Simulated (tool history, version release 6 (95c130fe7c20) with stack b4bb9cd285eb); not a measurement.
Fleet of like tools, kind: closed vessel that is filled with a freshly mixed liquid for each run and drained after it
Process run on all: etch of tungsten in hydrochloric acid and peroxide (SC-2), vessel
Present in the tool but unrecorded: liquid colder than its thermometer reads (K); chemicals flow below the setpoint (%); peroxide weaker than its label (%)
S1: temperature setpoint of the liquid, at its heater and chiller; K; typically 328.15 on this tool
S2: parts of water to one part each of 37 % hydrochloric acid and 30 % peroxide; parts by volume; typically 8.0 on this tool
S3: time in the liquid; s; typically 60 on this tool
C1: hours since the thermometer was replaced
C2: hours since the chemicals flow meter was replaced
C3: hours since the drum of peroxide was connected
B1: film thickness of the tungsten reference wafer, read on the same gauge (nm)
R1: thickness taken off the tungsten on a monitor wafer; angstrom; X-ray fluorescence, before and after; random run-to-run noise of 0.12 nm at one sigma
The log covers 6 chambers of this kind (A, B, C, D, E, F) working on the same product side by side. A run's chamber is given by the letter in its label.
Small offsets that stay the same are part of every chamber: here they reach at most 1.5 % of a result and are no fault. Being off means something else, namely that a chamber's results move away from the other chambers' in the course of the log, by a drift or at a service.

{"run": "1C", "hour": 6.8, "S1": 328.15, "S2": 8.0, "S3": 60, "C1": 1891.9, "C2": 8.2, "C3": 172.1, "B1": 140.0, "R1": 169.32}
{"run": "2D", "hour": 12.7, "S1": 328.15, "S2": 8.0, "S3": 60, "C1": 420.7, "C2": 28.8, "C3": 237.0, "B1": 140.0, "R1": 167.13}
{"run": "3E", "hour": 19.8, "S1": 328.15, "S2": 8.0, "S3": 60, "C1": 1201.3, "C2": 614.9, "C3": 469.3, "B1": 139.96, "R1": 168.47}
{"run": "4F", "hour": 26.2, "S1": 328.15, "S2": 8.0, "S3": 60, "C1": 974.6, "C2": 350.7, "C3": 1334.4, "B1": 140.03, "R1": 168.26}
{"run": "5A", "hour": 30.9, "S1": 328.15, "S2": 8.0, "S3": 60, "C1": 372.1, "C2": 985.2, "C3": 662.2, "B1": 140.06, "R1": 170.03}
{"run": "6B", "hour": 39.3, "S1": 328.15, "S2": 8.0, "S3": 60, "C1": 1029.8, "C2": 1827.9, "C3": 1113.0, "B1": 139.99, "R1": 167.2}
{"run": "7F", "hour": 48.4, "S1": 328.15, "S2": 8.0, "S3": 60, "C1": 996.8, "C2": 372.9, "C3": 1356.6, "B1": 140.01, "R1": 170.08}
{"run": "8B", "hour": 52.8, "S1": 321.15, "S2": 8.0, "S3": 85, "C1": 1043.3, "C2": 1841.4, "C3": 1126.5, "B1": 139.99, "R1": 149.21}
{"run": "9C", "hour": 62.0, "S1": 321.15, "S2": 8.0, "S3": 85, "C1": 1947.1, "C2": 63.4, "C3": 227.3, "B1": 140.04, "R1": 152.15}
{"run": "10D", "hour": 67.1, "S1": 321.15, "S2": 8.0, "S3": 85, "C1": 475.1, "C2": 83.2, "C3": 291.4, "B1": 140.03, "R1": 152.18}
{"run": "11E", "hour": 74.8, "S1": 321.15, "S2": 8.0, "S3": 85, "C1": 1256.3, "C2": 669.9, "C3": 524.3, "B1": 140.0, "R1": 149.93}
{"run": "12A", "hour": 80.8, "S1": 321.15, "S2": 8.0, "S3": 85, "C1": 422.0, "C2": 1035.1, "C3": 712.1, "B1": 140.0, "R1": 151.57}
{"run": "13F", "hour": 84.9, "S1": 321.15, "S2": 8.0, "S3": 85, "C1": 1033.3, "C2": 409.4, "C3": 1393.1, "B1": 140.02, "R1": 150.81}
{"run": "14E", "hour": 89.8, "S1": 328.15, "S2": 8.0, "S3": 60, "C1": 1271.3, "C2": 684.9, "C3": 539.3, "B1": 139.99, "R1": 167.12}
{"run": "15B", "hour": 96.9, "S1": 328.15, "S2": 8.0, "S3": 60, "C1": 1087.4, "C2": 1885.5, "C3": 1170.6, "B1": 139.96, "R1": 170.69}
{"run": "16A", "hour": 101.0, "S1": 328.15, "S2": 8.0, "S3": 60, "C1": 442.2, "C2": 1055.3, "C3": 732.3, "B1": 140.03, "R1": 168.21}
{"run": "17C", "hour": 105.5, "S1": 328.15, "S2": 8.0, "S3": 60, "C1": 1990.6, "C2": 106.9, "C3": 270.8, "B1": 139.99, "R1": 169.96}
{"run": "18D", "hour": 110.4, "S1": 328.15, "S2": 8.0, "S3": 60, "C1": 518.4, "C2": 126.5, "C3": 334.7, "B1": 139.99, "R1": 168.21}
{"run": "19F", "hour": 114.9, "S1": 328.15, "S2": 8.0, "S3": 35, "C1": 1063.3, "C2": 439.4, "C3": 1423.1, "B1": 140.01, "R1": 98.165}
{"run": "20B", "hour": 123.9, "S1": 328.15, "S2": 8.0, "S3": 35, "C1": 1114.4, "C2": 1912.5, "C3": 1197.6, "B1": 140.01, "R1": 98.546}
{"run": "21D", "hour": 131.9, "S1": 328.15, "S2": 8.0, "S3": 35, "C1": 539.9, "C2": 148.0, "C3": 356.2, "B1": 139.99, "R1": 99.161}
{"run": "22C", "hour": 138.8, "S1": 328.15, "S2": 8.0, "S3": 35, "C1": 2023.9, "C2": 140.2, "C3": 304.1, "B1": 140.02, "R1": 99.435}
{"run": "23A", "hour": 144.5, "S1": 328.15, "S2": 8.0, "S3": 35, "C1": 485.7, "C2": 1098.8, "C3": 775.8, "B1": 140.02, "R1": 98.66}
{"run": "24E", "hour": 149.5, "S1": 328.15, "S2": 8.0, "S3": 35, "C1": 1331.0, "C2": 744.6, "C3": 599.0, "B1": 139.98, "R1": 97.692}
{"run": "25D", "hour": 156.6, "S1": 328.15, "S2": 8.0, "S3": 60, "C1": 564.6, "C2": 172.7, "C3": 380.9, "B1": 140.0, "R1": 168.14}
{"run": "26F", "hour": 161.3, "S1": 328.15, "S2": 8.0, "S3": 60, "C1": 1109.7, "C2": 485.8, "C3": 1469.5, "B1": 140.02, "R1": 165.71}
{"hour": 165.9, "done": "chamber D: new drum of peroxide connected"}
{"run": "27B", "hour": 170.0, "S1": 328.15, "S2": 8.0, "S3": 60, "C1": 1160.5, "C2": 1958.6, "C3": 1243.7, "B1": 140.02, "R1": 167.66}
{"run": "28A", "hour": 174.0, "S1": 328.15, "S2": 8.0, "S3": 60, "C1": 515.2, "C2": 1128.3, "C3": 805.3, "B1": 140.0, "R1": 170.89}
{"run": "29C", "hour": 180.0, "S1": 328.15, "S2": 8.0, "S3": 60, "C1": 2065.1, "C2": 181.4, "C3": 345.3, "B1": 139.96, "R1": 168.96}
{"hour": 186.3, "done": "chamber F: new drum of peroxide connected"}
{"run": "30E", "hour": 186.4, "S1": 328.15, "S2": 8.0, "S3": 60, "C1": 1367.9, "C2": 781.5, "C3": 635.9, "B1": 140.04, "R1": 168.39}
{"run": "31F", "hour": 192.3, "S1": 328.15, "S2": 8.0, "S3": 60, "C1": 1140.7, "C2": 516.8, "C3": 6.1, "B1": 139.97, "R1": 163.82}
{"run": "32C", "hour": 199.5, "S1": 328.15, "S2": 8.0, "S3": 60, "C1": 2084.6, "C2": 200.9, "C3": 364.8, "B1": 140.02, "R1": 170.29}
{"run": "33B", "hour": 204.1, "S1": 328.15, "S2": 8.0, "S3": 60, "C1": 1194.6, "C2": 1992.7, "C3": 1277.8, "B1": 140.01, "R1": 169.06}
{"hour": 208.5, "done": "chamber B: new drum of peroxide connected"}
{"run": "34D", "hour": 208.5, "S1": 328.15, "S2": 8.0, "S3": 60, "C1": 616.5, "C2": 224.6, "C3": 42.6, "B1": 139.97, "R1": 168.26}
{"run": "35E", "hour": 215.9, "S1": 328.15, "S2": 8.0, "S3": 60, "C1": 1397.4, "C2": 811.0, "C3": 665.4, "B1": 140.01, "R1": 167.93}
{"run": "36A", "hour": 220.5, "S1": 328.15, "S2": 8.0, "S3": 60, "C1": 561.7, "C2": 1174.8, "C3": 851.8, "B1": 140.02, "R1": 170.1}
{"run": "37D", "hour": 226.8, "S1": 328.15, "S2": 8.0, "S3": 60, "C1": 634.8, "C2": 242.9, "C3": 60.9, "B1": 140.02, "R1": 169.5}
{"run": "38C", "hour": 233.8, "S1": 328.15, "S2": 8.0, "S3": 60, "C1": 2118.9, "C2": 235.2, "C3": 399.1, "B1": 139.98, "R1": 171.19}
{"run": "39E", "hour": 238.0, "S1": 328.15, "S2": 8.0, "S3": 60, "C1": 1419.5, "C2": 833.1, "C3": 687.5, "B1": 139.99, "R1": 167.11}
{"run": "40F", "hour": 246.6, "S1": 328.15, "S2": 8.0, "S3": 60, "C1": 1195.0, "C2": 571.1, "C3": 60.4, "B1": 140.01, "R1": 159.53}
{"run": "41B", "hour": 251.9, "S1": 328.15, "S2": 8.0, "S3": 60, "C1": 1242.4, "C2": 2040.5, "C3": 43.4, "B1": 140.02, "R1": 170.6}
{"run": "42A", "hour": 258.5, "S1": 323.15, "S2": 11.5, "S3": 60, "C1": 599.7, "C2": 1212.8, "C3": 889.8, "B1": 139.96, "R1": 91.097}
{"run": "43D", "hour": 265.3, "S1": 323.15, "S2": 11.5, "S3": 60, "C1": 673.3, "C2": 281.4, "C3": 99.4, "B1": 139.99, "R1": 90.587}

All chambers now run identical settings, listed one chamber a line with results as question marks. What results will each chamber show?
{"run": "44A", "hour": 271.9, "S1": 328.15, "S2": 8.0, "S3": 60, "R1": "?"}
{"run": "44B", "hour": 271.9, "S1": 328.15, "S2": 8.0, "S3": 60, "R1": "?"}
{"run": "44C", "hour": 271.9, "S1": 328.15, "S2": 8.0, "S3": 60, "R1": "?"}
{"run": "44D", "hour": 271.9, "S1": 328.15, "S2": 8.0, "S3": 60, "R1": "?"}
{"run": "44E", "hour": 271.9, "S1": 328.15, "S2": 8.0, "S3": 60, "R1": "?"}
{"run": "44F", "hour": 271.9, "S1": 328.15, "S2": 8.0, "S3": 60, "R1": "?"}

run=44A R1=168.710
run=44B R1=167.370
run=44C R1=170.670
run=44D R1=170.110
run=44E R1=167.940
run=44F R1=157.700
